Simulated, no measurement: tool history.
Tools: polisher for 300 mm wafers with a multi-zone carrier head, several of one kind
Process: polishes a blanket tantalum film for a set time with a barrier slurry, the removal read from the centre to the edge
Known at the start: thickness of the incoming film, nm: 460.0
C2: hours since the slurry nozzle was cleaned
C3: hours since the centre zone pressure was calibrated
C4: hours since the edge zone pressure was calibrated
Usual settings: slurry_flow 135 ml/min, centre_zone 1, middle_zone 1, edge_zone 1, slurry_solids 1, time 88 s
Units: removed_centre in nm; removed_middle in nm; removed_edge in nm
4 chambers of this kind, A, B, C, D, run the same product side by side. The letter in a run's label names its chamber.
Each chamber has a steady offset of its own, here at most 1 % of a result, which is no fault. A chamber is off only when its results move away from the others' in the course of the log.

{"hour": 3.0, "done": "chamber A: centre zone pressure recalibrated"}
{"run": "1A", "hour": 5.1, "slurry_flow": 135, "centre_zone": 1, "middle_zone": 1, "edge_zone": 1, "slurry_solids": 1, "time": 88, "wafers polished on this pad": 426, "C2": 661.8, "C3": 2.2, "C4": 98.2, "removed_centre": 160.4, "removed_middle": 158.84, "removed_edge": 156.58}
{"run": "2D", "hour": 8.3, "slurry_flow": 135, "centre_zone": 1, "middle_zone": 1, "edge_zone": 1, "slurry_solids": 1, "time": 88, "wafers polished on this pad": 330, "C2": 212.5, "C3": 8.5, "C4": 260.2, "removed_centre": 160.59, "removed_middle": 157.79, "removed_edge": 161.08}
{"run": "3C", "hour": 12.4, "slurry_flow": 135, "centre_zone": 1, "middle_zone": 1, "edge_zone": 1, "slurry_solids": 1, "time": 88, "wafers polished on this pad": 399, "C2": 270.1, "C3": 1175, "C4": 747.8, "removed_centre": 160.75, "removed_middle": 156.39, "removed_edge": 158.11}
{"run": "4B", "hour": 16.1, "slurry_flow": 135, "centre_zone": 1, "middle_zone": 1, "edge_zone": 1, "slurry_solids": 1, "time": 88, "wafers polished on this pad": 1189, "C2": 135.8, "C3": 871.7, "C4": 260.4, "removed_centre": 160.4, "removed_middle": 159.38, "removed_edge": 158.5}
{"hour": 18.6, "done": "chamber A: slurry nozzle cleaned"}
{"run": "5A", "hour": 18.8, "slurry_flow": 135, "centre_zone": 1, "middle_zone": 1, "edge_zone": 1, "slurry_solids": 1, "time": 88, "wafers polished on this pad": 545, "C2": 0.3, "C3": 15.9, "C4": 111.9, "removed_centre": 158.48, "removed_middle": 159.07, "removed_edge": 158.01}
{"run": "6C", "hour": 23.1, "slurry_flow": 135, "centre_zone": 1, "middle_zone": 1, "edge_zone": 1, "slurry_solids": 1, "time": 88, "wafers polished on this pad": 492, "C2": 280.8, "C3": 1185.7, "C4": 758.5, "removed_centre": 155.84, "removed_middle": 156.57, "removed_edge": 157.12}
{"hour": 26.4, "done": "chamber B: worn pad replaced by a new one"}
{"run": "7D", "hour": 28.4, "slurry_flow": 135, "centre_zone": 1, "middle_zone": 1, "edge_zone": 1, "slurry_solids": 1, "time": 88, "wafers polished on this pad": 505, "C2": 232.6, "C3": 28.6, "C4": 280.3, "removed_centre": 161.59, "removed_middle": 157.8, "removed_edge": 158.94}
{"run": "8B", "hour": 31.6, "slurry_flow": 135, "centre_zone": 1, "middle_zone": 1, "edge_zone": 0.95, "slurry_solids": 1, "time": 88, "wafers polished on this pad": 45, "C2": 151.3, "C3": 887.2, "C4": 275.9, "removed_centre": 158.23, "removed_middle": 159.6, "removed_edge": 154.27}
{"run": "9C", "hour": 36.4, "slurry_flow": 135, "centre_zone": 1, "middle_zone": 1, "edge_zone": 0.95, "slurry_solids": 1, "time": 88, "wafers polished on this pad": 608, "C2": 294.1, "C3": 1199, "C4": 771.8, "removed_centre": 155.1, "removed_middle": 154.09, "removed_edge": 151.35}
{"run": "10A", "hour": 38.9, "slurry_flow": 135, "centre_zone": 1, "middle_zone": 1, "edge_zone": 0.95, "slurry_solids": 1, "time": 88, "wafers polished on this pad": 720, "C2": 20.4, "C3": 36, "C4": 132, "removed_centre": 160.58, "removed_middle": 158.1, "removed_edge": 154.36}
{"hour": 41.6, "done": "chamber A: worn pad replaced by a new one"}
{"run": "11D", "hour": 43.7, "slurry_flow": 135, "centre_zone": 1, "middle_zone": 1, "edge_zone": 0.95, "slurry_solids": 1, "time": 88, "wafers polished on this pad": 638, "C2": 247.9, "C3": 43.9, "C4": 295.6, "removed_centre": 161.85, "removed_middle": 156.02, "removed_edge": 156.23}
{"run": "12B", "hour": 47.1, "slurry_flow": 135, "centre_zone": 1, "middle_zone": 1, "edge_zone": 1, "slurry_solids": 1, "time": 88, "wafers polished on this pad": 180, "C2": 166.8, "C3": 902.7, "C4": 291.4, "removed_centre": 160.77, "removed_middle": 159.52, "removed_edge": 156.1}
{"run": "13B", "hour": 50.5, "slurry_flow": 135, "centre_zone": 1, "middle_zone": 1, "edge_zone": 1, "slurry_solids": 1, "time": 88, "wafers polished on this pad": 209, "C2": 170.2, "C3": 906.1, "C4": 294.8, "removed_centre": 158.97, "removed_middle": 159.42, "removed_edge": 157.99}
{"run": "14D", "hour": 54.9, "slurry_flow": 135, "centre_zone": 1, "middle_zone": 1, "edge_zone": 1.1, "slurry_solids": 0.85, "time": 88, "wafers polished on this pad": 735, "C2": 259.1, "C3": 55.1, "C4": 306.8, "removed_centre": 153.95, "removed_middle": 151.09, "removed_edge": 159.84}
{"hour": 57.3, "done": "chamber B: slurry nozzle cleaned"}
{"run": "15C", "hour": 59.5, "slurry_flow": 135, "centre_zone": 1, "middle_zone": 1, "edge_zone": 1.1, "slurry_solids": 0.85, "time": 88, "wafers polished on this pad": 808, "C2": 317.2, "C3": 1222.1, "C4": 794.9, "removed_centre": 144.46, "removed_middle": 143.11, "removed_edge": 153.14}
{"run": "16A", "hour": 62.7, "slurry_flow": 135, "centre_zone": 1, "middle_zone": 1, "edge_zone": 1.1, "slurry_solids": 0.85, "time": 88, "wafers polished on this pad": 183, "C2": 44.2, "C3": 59.8, "C4": 155.8, "removed_centre": 151.18, "removed_middle": 152.27, "removed_edge": 160.57}
{"hour": 62.8, "done": "chamber D: slurry nozzle cleaned"}
{"run": "17B", "hour": 67.7, "slurry_flow": 135, "centre_zone": 1, "middle_zone": 1, "edge_zone": 1.1, "slurry_solids": 0.85, "time": 88, "wafers polished on this pad": 358, "C2": 10.4, "C3": 923.3, "C4": 312, "removed_centre": 152.44, "removed_middle": 150.92, "removed_edge": 159.93}
{"hour": 70.0, "done": "chamber C: centre zone pressure recalibrated"}
{"run": "18D", "hour": 72.8, "slurry_flow": 135, "centre_zone": 1, "middle_zone": 1, "edge_zone": 1, "slurry_solids": 1, "time": 88, "wafers polished on this pad": 890, "C2": 10, "C3": 73, "C4": 324.7, "removed_centre": 161.69, "removed_middle": 158.89, "removed_edge": 159.99}
{"run": "19C", "hour": 76.9, "slurry_flow": 135, "centre_zone": 1, "middle_zone": 1, "edge_zone": 1, "slurry_solids": 1, "time": 88, "wafers polished on this pad": 959, "C2": 334.6, "C3": 6.9, "C4": 812.3, "removed_centre": 148.21, "removed_middle": 147.48, "removed_edge": 149.82}
{"run": "20A", "hour": 81.0, "slurry_flow": 135, "centre_zone": 1, "middle_zone": 1, "edge_zone": 1, "slurry_solids": 1, "time": 88, "wafers polished on this pad": 342, "C2": 62.5, "C3": 78.1, "C4": 174.1, "removed_centre": 160.6, "removed_middle": 158.43, "removed_edge": 159.84}
{"run": "21D", "hour": 83.9, "slurry_flow": 135, "centre_zone": 1, "middle_zone": 1, "edge_zone": 1, "slurry_solids": 1, "time": 88, "wafers polished on this pad": 987, "C2": 21.1, "C3": 84.1, "C4": 335.8, "removed_centre": 161.46, "removed_middle": 158.59, "removed_edge": 160.58}
{"run": "22A", "hour": 87.5, "slurry_flow": 105, "centre_zone": 1, "middle_zone": 1.06, "edge_zone": 1, "slurry_solids": 1, "time": 88, "wafers polished on this pad": 399, "C2": 69, "C3": 84.6, "C4": 180.6, "removed_centre": 148.55, "removed_middle": 156.92, "removed_edge": 151.16}
{"run": "23B", "hour": 93.0, "slurry_flow": 105, "centre_zone": 1, "middle_zone": 1.06, "edge_zone": 1, "slurry_solids": 1, "time": 88, "wafers polished on this pad": 578, "C2": 35.7, "C3": 948.6, "C4": 337.3, "removed_centre": 148.82, "removed_middle": 156.89, "removed_edge": 150.33}
{"run": "24C", "hour": 95.4, "slurry_flow": 105, "centre_zone": 1, "middle_zone": 1.06, "edge_zone": 1, "slurry_solids": 1, "time": 88, "wafers polished on this pad": 1120, "C2": 353.1, "C3": 25.4, "C4": 830.8, "removed_centre": 136.45, "removed_middle": 144.26, "removed_edge": 141.34}
{"run": "25A", "hour": 100.0, "slurry_flow": 105, "centre_zone": 1, "middle_zone": 1.06, "edge_zone": 1, "slurry_solids": 1, "time": 88, "wafers polished on this pad": 507, "C2": 81.5, "C3": 97.1, "C4": 193.1, "removed_centre": 148.28, "removed_middle": 157.02, "removed_edge": 153.05}
{"run": "26D", "hour": 103.9, "slurry_flow": 135, "centre_zone": 1, "middle_zone": 1.04, "edge_zone": 1, "slurry_solids": 1, "time": 88, "wafers polished on this pad": 1160, "C2": 41.1, "C3": 104.1, "C4": 355.8, "removed_centre": 162.7, "removed_middle": 163.05, "removed_edge": 159.57}

All 4 chambers run these settings next. Forecast each chamber's results:
{"run": "27A", "hour": 107.8, "slurry_flow": 135, "centre_zone": 1, "middle_zone": 1, "edge_zone": 1, "slurry_solids": 1, "time": 88, "removed_centre": "?", "removed_middle": "?", "removed_edge": "?"}
{"run": "27B", "hour": 107.8, "slurry_flow": 135, "centre_zone": 1, "middle_zone": 1, "edge_zone": 1, "slurry_solids": 1, "time": 88, "removed_centre": "?", "removed_middle": "?", "removed_edge": "?"}
{"run": "27C", "hour": 107.8, "slurry_flow": 135, "centre_zone": 1, "middle_zone": 1, "edge_zone": 1, "slurry_solids": 1, "time": 88, "removed_centre": "?", "removed_middle": "?", "removed_edge": "?"}
{"run": "27D", "hour": 107.8, "slurry_flow": 135, "centre_zone": 1, "middle_zone": 1, "edge_zone": 1, "slurry_solids": 1, "time": 88, "removed_centre": "?", "removed_middle": "?", "removed_edge": "?"}

run=27A removed_centre=161.53 removed_middle=159.1 removed_edge=157.23
run=27B removed_centre=159.76 removed_middle=158.04 removed_edge=157.89
run=27C removed_centre=143.16 removed_middle=144.14 removed_edge=143.7
run=27D removed_centre=161.31 removed_middle=158.43 removed_edge=160.68
